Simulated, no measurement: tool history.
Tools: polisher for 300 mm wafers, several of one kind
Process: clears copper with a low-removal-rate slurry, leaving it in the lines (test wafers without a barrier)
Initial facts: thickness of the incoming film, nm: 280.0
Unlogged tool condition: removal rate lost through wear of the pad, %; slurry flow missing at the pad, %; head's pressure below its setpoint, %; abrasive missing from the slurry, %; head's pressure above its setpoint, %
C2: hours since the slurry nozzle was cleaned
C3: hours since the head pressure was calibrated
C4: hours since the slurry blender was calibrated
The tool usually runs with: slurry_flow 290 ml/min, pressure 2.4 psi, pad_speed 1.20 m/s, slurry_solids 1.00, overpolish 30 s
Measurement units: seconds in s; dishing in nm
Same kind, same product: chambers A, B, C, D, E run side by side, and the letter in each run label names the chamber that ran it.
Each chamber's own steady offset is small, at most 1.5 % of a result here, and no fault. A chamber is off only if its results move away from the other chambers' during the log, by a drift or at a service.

run 1D hour=7.8 | slurry_flow=290 pressure=2.4 pad_speed=1.20 slurry_solids=1.00 overpolish=30 | wafers_polished_on_this_pad=238 C2=209.1 C3=1033.0 C4=372.3 | seconds=89.809 dishing=37.962
-- hour=9.7 chamber E: worn pad replaced by a new one
run 2C hour=17.6 | slurry_flow=290 pressure=2.4 pad_speed=1.20 slurry_solids=1.00 overpolish=30 | wafers_polished_on_this_pad=897 C2=92.8 C3=1135.4 C4=273.3 | seconds=91.421 dishing=37.406
run 3B hour=26.2 | slurry_flow=290 pressure=2.4 pad_speed=1.20 slurry_solids=1.00 overpolish=30 | wafers_polished_on_this_pad=848 C2=240.7 C3=792.6 C4=181.5 | seconds=85.979 dishing=37.527
-- hour=30.5 chamber C: worn pad replaced by a new one
run 4A hour=32.8 | slurry_flow=290 pressure=2.4 pad_speed=1.20 slurry_solids=1.00 overpolish=30 | wafers_polished_on_this_pad=919 C2=110.2 C3=714.1 C4=207.8 | seconds=87.810 dishing=38.717
-- hour=38.1 chamber E: slurry blender recalibrated
run 5E hour=43.1 | slurry_flow=320 pressure=2.4 pad_speed=1.20 slurry_solids=1.00 overpolish=30 | wafers_polished_on_this_pad=300 C2=53.6 C3=580.9 C4=5.1 | seconds=85.460 dishing=38.052
run 6B hour=49.3 | slurry_flow=320 pressure=2.4 pad_speed=1.20 slurry_solids=1.00 overpolish=30 | wafers_polished_on_this_pad=1056 C2=263.8 C3=815.7 C4=204.6 | seconds=87.271 dishing=37.890
-- hour=51.0 chamber D: slurry blender recalibrated
run 7C hour=56.3 | slurry_flow=320 pressure=2.4 pad_speed=1.20 slurry_solids=1.00 overpolish=30 | wafers_polished_on_this_pad=232 C2=131.5 C3=1174.1 C4=312.0 | seconds=88.525 dishing=38.618
run 8A hour=61.3 | slurry_flow=320 pressure=2.4 pad_speed=1.20 slurry_solids=1.00 overpolish=30 | wafers_polished_on_this_pad=1174 C2=138.7 C3=742.6 C4=236.3 | seconds=86.536 dishing=38.381
run 9D hour=68.4 | slurry_flow=320 pressure=2.4 pad_speed=1.20 slurry_solids=1.00 overpolish=30 | wafers_polished_on_this_pad=782 C2=269.7 C3=1093.6 C4=17.5 | seconds=88.793 dishing=39.226
-- hour=69.8 chamber C: slurry blender recalibrated
run 10E hour=77.8 | slurry_flow=290 pressure=2.0 pad_speed=1.20 slurry_solids=0.75 overpolish=30 | wafers_polished_on_this_pad=611 C2=88.3 C3=615.6 C4=39.8 | seconds=113.360 dishing=33.572
-- hour=81.8 chamber D: slurry nozzle cleaned
run 11C hour=83.9 | slurry_flow=290 pressure=2.0 pad_speed=1.20 slurry_solids=0.75 overpolish=30 | wafers_polished_on_this_pad=480 C2=159.1 C3=1201.7 C4=14.2 | seconds=113.210 dishing=34.204
run 12A hour=94.3 | slurry_flow=290 pressure=2.0 pad_speed=1.20 slurry_solids=0.75 overpolish=30 | wafers_polished_on_this_pad=1471 C2=171.7 C3=775.6 C4=269.3 | seconds=109.340 dishing=34.287
-- hour=96.0 chamber B: head pressure recalibrated
run 13D hour=105.3 | slurry_flow=290 pressure=2.0 pad_speed=1.20 slurry_solids=0.75 overpolish=30 | wafers_polished_on_this_pad=1114 C2=23.5 C3=1130.5 C4=54.4 | seconds=114.170 dishing=34.834
-- hour=112.2 chamber A: worn pad replaced by a new one
run 14E hour=114.3 | slurry_flow=290 pressure=2.0 pad_speed=1.20 slurry_solids=0.75 overpolish=30 | wafers_polished_on_this_pad=939 C2=124.8 C3=652.1 C4=76.3 | seconds=110.630 dishing=33.990
-- hour=118.1 chamber A: head pressure recalibrated
-- hour=121.4 chamber E: worn pad replaced by a new one
run 15B hour=122.6 | slurry_flow=290 pressure=2.4 pad_speed=1.20 slurry_solids=1.00 overpolish=30 | wafers_polished_on_this_pad=1714 C2=337.1 C3=26.7 C4=277.9 | seconds=89.034 dishing=39.177
run 16A hour=128.2 | slurry_flow=290 pressure=2.4 pad_speed=1.20 slurry_solids=1.00 overpolish=30 | wafers_polished_on_this_pad=143 C2=205.6 C3=10.1 C4=303.2 | seconds=88.093 dishing=38.644
-- hour=128.6 chamber D: head pressure recalibrated
-- hour=138.5 chamber D: worn pad replaced by a new one
run 17D hour=138.8 | slurry_flow=290 pressure=2.4 pad_speed=1.20 slurry_solids=1.00 overpolish=30 | wafers_polished_on_this_pad=3 C2=57.0 C3=10.3 C4=87.9 | seconds=87.848 dishing=39.900
-- hour=144.1 chamber B: slurry nozzle cleaned
run 18C hour=146.5 | slurry_flow=290 pressure=2.4 pad_speed=1.20 slurry_solids=1.00 overpolish=30 | wafers_polished_on_this_pad=1042 C2=221.7 C3=1264.3 C4=76.8 | seconds=89.885 dishing=38.425
run 19E hour=152.3 | slurry_flow=290 pressure=1.7 pad_speed=1.20 slurry_solids=1.00 overpolish=23 | wafers_polished_on_this_pad=277 C2=162.8 C3=690.1 C4=114.3 | seconds=122.390 dishing=26.675
run 20B hour=163.1 | slurry_flow=290 pressure=1.7 pad_speed=1.20 slurry_solids=1.00 overpolish=23 | wafers_polished_on_this_pad=2078 C2=19.0 C3=67.2 C4=318.4 | seconds=123.720 dishing=27.603
-- hour=165.1 chamber C: worn pad replaced by a new one
-- hour=165.8 chamber A: slurry blender recalibrated
run 21D hour=170.1 | slurry_flow=290 pressure=1.7 pad_speed=1.20 slurry_solids=1.00 overpolish=23 | wafers_polished_on_this_pad=284 C2=88.3 C3=41.6 C4=119.2 | seconds=123.330 dishing=28.403
-- hour=176.4 chamber A: slurry nozzle cleaned
-- hour=176.5 chamber E: head pressure recalibrated
run 22A hour=176.7 | slurry_flow=290 pressure=1.7 pad_speed=1.20 slurry_solids=1.00 overpolish=23 | wafers_polished_on_this_pad=579 C2=0.4 C3=58.6 C4=11.0 | seconds=122.390 dishing=28.153
run 23B hour=185.8 | slurry_flow=290 pressure=1.7 pad_speed=1.20 slurry_solids=1.00 overpolish=23 | wafers_polished_on_this_pad=2282 C2=41.7 C3=89.9 C4=341.1 | seconds=126.820 dishing=27.293
run 24E hour=190.9 | slurry_flow=290 pressure=2.4 pad_speed=1.20 slurry_solids=1.00 overpolish=30 | wafers_polished_on_this_pad=624 C2=201.4 C3=14.4 C4=152.9 | seconds=88.538 dishing=38.136
run 25C hour=200.8 | slurry_flow=290 pressure=2.4 pad_speed=1.20 slurry_solids=1.00 overpolish=30 | wafers_polished_on_this_pad=321 C2=276.0 C3=1318.6 C4=131.1 | seconds=88.249 dishing=38.785
run 26E hour=206.5 | slurry_flow=290 pressure=2.4 pad_speed=1.20 slurry_solids=1.00 overpolish=30 | wafers_polished_on_this_pad=764 C2=217.0 C3=30.0 C4=168.5 | seconds=87.079 dishing=37.449
run 27B hour=212.7 | slurry_flow=290 pressure=2.4 pad_speed=1.20 slurry_solids=1.00 overpolish=30 | wafers_polished_on_this_pad=2523 C2=68.6 C3=116.8 C4=368.0 | seconds=92.465 dishing=36.971
run 28A hour=223.3 | slurry_flow=290 pressure=2.4 pad_speed=1.20 slurry_solids=1.00 overpolish=30 | wafers_polished_on_this_pad=997 C2=47.0 C3=105.2 C4=57.6 | seconds=88.793 dishing=38.174
run 29C hour=234.0 | slurry_flow=290 pressure=2.4 pad_speed=1.20 slurry_solids=1.00 overpolish=30 | wafers_polished_on_this_pad=619 C2=309.2 C3=1351.8 C4=164.3 | seconds=88.831 dishing=38.673
-- hour=236.7 chamber E: worn pad replaced by a new one
run 30D hour=244.8 | slurry_flow=290 pressure=2.4 pad_speed=1.20 slurry_solids=1.00 overpolish=30 | wafers_polished_on_this_pad=955 C2=163.0 C3=116.3 C4=193.9 | seconds=90.408 dishing=39.609
run 31A hour=251.1 | slurry_flow=290 pressure=2.4 pad_speed=1.20 slurry_solids=1.00 overpolish=19 | wafers_polished_on_this_pad=1247 C2=74.8 C3=133.0 C4=85.4 | seconds=87.687 dishing=30.637
run 32B hour=260.2 | slurry_flow=290 pressure=2.4 pad_speed=1.20 slurry_solids=1.00 overpolish=19 | wafers_polished_on_this_pad=2950 C2=116.1 C3=164.3 C4=415.5 | seconds=92.519 dishing=29.889
-- hour=260.8 chamber D: worn pad replaced by a new one
run 33E hour=265.4 | slurry_flow=290 pressure=2.4 pad_speed=1.20 slurry_solids=1.00 overpolish=19 | wafers_polished_on_this_pad=257 C2=275.9 C3=88.9 C4=227.4 | seconds=87.496 dishing=30.176
run 34C hour=272.8 | slurry_flow=290 pressure=2.4 pad_speed=1.20 slurry_solids=1.00 overpolish=19 | wafers_polished_on_this_pad=968 C2=348.0 C3=1390.6 C4=203.1 | seconds=89.787 dishing=30.822
run 35D hour=280.3 | slurry_flow=290 pressure=2.4 pad_speed=1.20 slurry_solids=1.00 overpolish=19 | wafers_polished_on_this_pad=175 C2=198.5 C3=151.8 C4=229.4 | seconds=88.526 dishing=30.975
run 36E hour=285.7 | slurry_flow=290 pressure=2.4 pad_speed=1.20 slurry_solids=1.00 overpolish=30 | wafers_polished_on_this_pad=440 C2=296.2 C3=109.2 C4=247.7 | seconds=88.136 dishing=38.479

Which is it: a chamber that has drifted or been left off by a service, a gauge drift common to all chambers, or only each chamber's usual small offset? If a chamber is off, name it and its likeliest cause.

Chamber B drifts away from the others.
Most likely cause: removal rate lost through wear of the pad, % = 6.9.
The log might look much the same if the cause were instead: head's pressure below its setpoint, %; abrasive missing from the slurry, %.

Below are 4 candidate recipes for chamber B's next run, each the usual settings with a change, their results shown as question marks. Which of them brings B's results back in line with what the other chambers give on the usual settings?
Counts as in line when no further than this from what the other chambers average on the usual settings: seconds 4.200 s; dishing 2.600 nm
run 37B-1 hour=293.7 | slurry_flow=290 pressure=2.2 pad_speed=1.12 slurry_solids=1.00 overpolish=31 | seconds=? dishing=?
run 37B-2 hour=293.7 | slurry_flow=290 pressure=2.6 pad_speed=1.30 slurry_solids=1.00 overpolish=30 | seconds=? dishing=?
run 37B-3 hour=293.7 | slurry_flow=290 pressure=2.5 pad_speed=1.24 slurry_solids=1.00 overpolish=30 | seconds=? dishing=?
run 37B-4 hour=293.7 | slurry_flow=290 pressure=2.3 pad_speed=1.16 slurry_solids=1.00 overpolish=30 | seconds=? dishing=?

Usual-settings mean across the other chambers: seconds 88.432 s; dishing 38.383 nm
run=37B-1 seconds=109.630 dishing=34.551
run=37B-2 seconds=79.783 dishing=39.399
run=37B-3 seconds=87.035 dishing=37.998
run=37B-4 seconds=101.200 dishing=35.415
The answer is 37B-3, which returns the chamber to within the allowed miss of the others.
